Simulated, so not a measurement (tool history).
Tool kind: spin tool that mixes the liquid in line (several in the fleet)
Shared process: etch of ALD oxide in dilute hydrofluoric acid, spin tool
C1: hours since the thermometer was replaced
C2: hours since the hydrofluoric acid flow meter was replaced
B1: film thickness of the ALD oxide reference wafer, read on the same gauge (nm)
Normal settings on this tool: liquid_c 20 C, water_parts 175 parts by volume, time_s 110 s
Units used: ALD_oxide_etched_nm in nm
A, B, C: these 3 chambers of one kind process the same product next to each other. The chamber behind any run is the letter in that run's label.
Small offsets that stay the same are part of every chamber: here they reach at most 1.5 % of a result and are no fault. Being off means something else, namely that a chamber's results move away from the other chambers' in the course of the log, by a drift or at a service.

run 1C hour=12.0 | liquid_c=20 water_parts=175 time_s=110 | C1=481.1 C2=178.1 | B1=70.036 | ALD_oxide_etched_nm=12.1820
run 2A hour=20.6 | liquid_c=20 water_parts=175 time_s=110 | C1=426.2 C2=1920.7 | B1=69.989 | ALD_oxide_etched_nm=12.1260
run 3B hour=28.0 | liquid_c=20 water_parts=175 time_s=110 | C1=517.7 C2=1342.5 | B1=69.973 | ALD_oxide_etched_nm=12.4600
run 4C hour=38.9 | liquid_c=20 water_parts=175 time_s=110 | C1=508.0 C2=205.0 | B1=70.005 | ALD_oxide_etched_nm=12.1700
run 5B hour=46.2 | liquid_c=20 water_parts=175 time_s=110 | C1=535.9 C2=1360.7 | B1=69.954 | ALD_oxide_etched_nm=12.2850
-- hour=47.6 chamber A: hydrofluoric acid flow meter replaced
run 6A hour=52.5 | liquid_c=20 water_parts=175 time_s=110 | C1=458.1 C2=4.9 | B1=69.938 | ALD_oxide_etched_nm=12.1230
run 7C hour=60.3 | liquid_c=20 water_parts=175 time_s=110 | C1=529.4 C2=226.4 | B1=69.981 | ALD_oxide_etched_nm=12.1040
run 8B hour=69.3 | liquid_c=20 water_parts=260 time_s=85 | C1=559.0 C2=1383.8 | B1=69.968 | ALD_oxide_etched_nm=5.9480
run 9A hour=79.9 | liquid_c=20 water_parts=260 time_s=85 | C1=485.5 C2=32.3 | B1=69.991 | ALD_oxide_etched_nm=5.8438
run 10C hour=92.3 | liquid_c=20 water_parts=260 time_s=85 | C1=561.4 C2=258.4 | B1=69.989 | ALD_oxide_etched_nm=5.7295
run 11A hour=104.6 | liquid_c=20 water_parts=175 time_s=110 | C1=510.2 C2=57.0 | B1=70.057 | ALD_oxide_etched_nm=12.3350
run 12B hour=114.6 | liquid_c=20 water_parts=175 time_s=110 | C1=604.3 C2=1429.1 | B1=70.000 | ALD_oxide_etched_nm=12.4830
run 13A hour=124.7 | liquid_c=20 water_parts=175 time_s=110 | C1=530.3 C2=77.1 | B1=69.983 | ALD_oxide_etched_nm=12.0660
-- hour=124.9 chamber C: thermometer replaced
run 14C hour=131.5 | liquid_c=20 water_parts=260 time_s=110 | C1=6.7 C2=297.6 | B1=69.970 | ALD_oxide_etched_nm=7.5576
run 15B hour=137.7 | liquid_c=20 water_parts=260 time_s=110 | C1=627.4 C2=1452.2 | B1=70.015 | ALD_oxide_etched_nm=7.9470
run 16B hour=147.3 | liquid_c=20 water_parts=260 time_s=110 | C1=637.0 C2=1461.8 | B1=70.047 | ALD_oxide_etched_nm=7.9841
run 17C hour=153.2 | liquid_c=20 water_parts=175 time_s=110 | C1=28.4 C2=319.3 | B1=69.998 | ALD_oxide_etched_nm=12.2650
run 18A hour=159.8 | liquid_c=20 water_parts=175 time_s=110 | C1=565.4 C2=112.2 | B1=70.014 | ALD_oxide_etched_nm=12.0430
run 19A hour=168.6 | liquid_c=20 water_parts=175 time_s=110 | C1=574.2 C2=121.0 | B1=70.007 | ALD_oxide_etched_nm=12.1080
run 20B hour=181.2 | liquid_c=20 water_parts=175 time_s=110 | C1=670.9 C2=1495.7 | B1=69.975 | ALD_oxide_etched_nm=12.5850
run 21C hour=187.6 | liquid_c=20 water_parts=175 time_s=110 | C1=62.8 C2=353.7 | B1=69.977 | ALD_oxide_etched_nm=12.1910
run 22C hour=199.7 | liquid_c=20 water_parts=175 time_s=110 | C1=74.9 C2=365.8 | B1=69.996 | ALD_oxide_etched_nm=12.3120
run 23A hour=209.1 | liquid_c=20 water_parts=175 time_s=110 | C1=614.7 C2=161.5 | B1=70.048 | ALD_oxide_etched_nm=12.1040
run 24B hour=216.2 | liquid_c=20 water_parts=175 time_s=110 | C1=705.9 C2=1530.7 | B1=69.989 | ALD_oxide_etched_nm=13.1990
run 25C hour=224.9 | liquid_c=20 water_parts=175 time_s=110 | C1=100.1 C2=391.0 | B1=70.024 | ALD_oxide_etched_nm=12.2630
run 26B hour=235.7 | liquid_c=20 water_parts=175 time_s=110 | C1=725.4 C2=1550.2 | B1=69.995 | ALD_oxide_etched_nm=13.1240
run 27A hour=244.3 | liquid_c=20 water_parts=120 time_s=70 | C1=649.9 C2=196.7 | B1=69.984 | ALD_oxide_etched_nm=12.0330
run 28A hour=250.6 | liquid_c=20 water_parts=120 time_s=70 | C1=656.2 C2=203.0 | B1=69.992 | ALD_oxide_etched_nm=11.7780
run 29C hour=261.7 | liquid_c=20 water_parts=120 time_s=70 | C1=136.9 C2=427.8 | B1=70.064 | ALD_oxide_etched_nm=12.3210
run 30B hour=270.4 | liquid_c=20 water_parts=175 time_s=110 | C1=760.1 C2=1584.9 | B1=69.986 | ALD_oxide_etched_nm=13.5210
run 31C hour=281.9 | liquid_c=20 water_parts=175 time_s=110 | C1=157.1 C2=448.0 | B1=69.993 | ALD_oxide_etched_nm=12.0170
run 32A hour=288.9 | liquid_c=20 water_parts=265 time_s=135 | C1=694.5 C2=241.3 | B1=69.987 | ALD_oxide_etched_nm=9.0188
run 33B hour=298.3 | liquid_c=20 water_parts=265 time_s=135 | C1=788.0 C2=1612.8 | B1=69.985 | ALD_oxide_etched_nm=10.2020
run 34A hour=308.3 | liquid_c=20 water_parts=265 time_s=135 | C1=713.9 C2=260.7 | B1=69.986 | ALD_oxide_etched_nm=8.8759
run 35B hour=320.2 | liquid_c=20 water_parts=175 time_s=150 | C1=809.9 C2=1634.7 | B1=70.014 | ALD_oxide_etched_nm=18.4990
run 36C hour=327.4 | liquid_c=20 water_parts=175 time_s=150 | C1=202.6 C2=493.5 | B1=69.981 | ALD_oxide_etched_nm=16.7040
run 37A hour=333.9 | liquid_c=20 water_parts=175 time_s=150 | C1=739.5 C2=286.3 | B1=69.982 | ALD_oxide_etched_nm=16.6020
run 38B hour=341.5 | liquid_c=20 water_parts=175 time_s=110 | C1=831.2 C2=1656.0 | B1=69.997 | ALD_oxide_etched_nm=13.7060
run 39C hour=347.2 | liquid_c=20 water_parts=175 time_s=110 | C1=222.4 C2=513.3 | B1=69.998 | ALD_oxide_etched_nm=12.2420
-- hour=347.7 chamber B: thermometer replaced
run 40B hour=357.3 | liquid_c=20 water_parts=175 time_s=110 | C1=9.6 C2=1671.8 | B1=70.019 | ALD_oxide_etched_nm=13.7860

Is one chamber off against the others, does the gauge drift, or is nothing wrong? If a chamber is off, say which, and what the likeliest cause is.

Little by little, chamber B moves away from the other chambers.
Likeliest cause: hydrofluoric acid flow above the setpoint (%) = 9.47.

Below are 4 candidate recipes for chamber B's next run, each the usual settings with a change, their results shown as question marks. Which of them brings B's results back in line with what the other chambers give on the usual settings?
A result is in line if it is within this distance of the other chambers' mean on the usual settings: ALD_oxide_etched_nm 0.3600 nm
run 41B-1 hour=366.3 | liquid_c=20.0 water_parts=185 time_s=105 | ALD_oxide_etched_nm=?
run 41B-2 hour=366.3 | liquid_c=20.5 water_parts=145 time_s=110 | ALD_oxide_etched_nm=?
run 41B-3 hour=366.3 | liquid_c=20.5 water_parts=160 time_s=110 | ALD_oxide_etched_nm=?
run 41B-4 hour=366.3 | liquid_c=19.5 water_parts=210 time_s=110 | ALD_oxide_etched_nm=?

On the usual settings, the other chambers give on average: ALD_oxide_etched_nm 12.1720 nm
run=41B-1 ALD_oxide_etched_nm=12.3480
run=41B-2 ALD_oxide_etched_nm=17.4190
run=41B-3 ALD_oxide_etched_nm=15.5860
run=41B-4 ALD_oxide_etched_nm=10.9400
41B-1 brings the chamber back in line.

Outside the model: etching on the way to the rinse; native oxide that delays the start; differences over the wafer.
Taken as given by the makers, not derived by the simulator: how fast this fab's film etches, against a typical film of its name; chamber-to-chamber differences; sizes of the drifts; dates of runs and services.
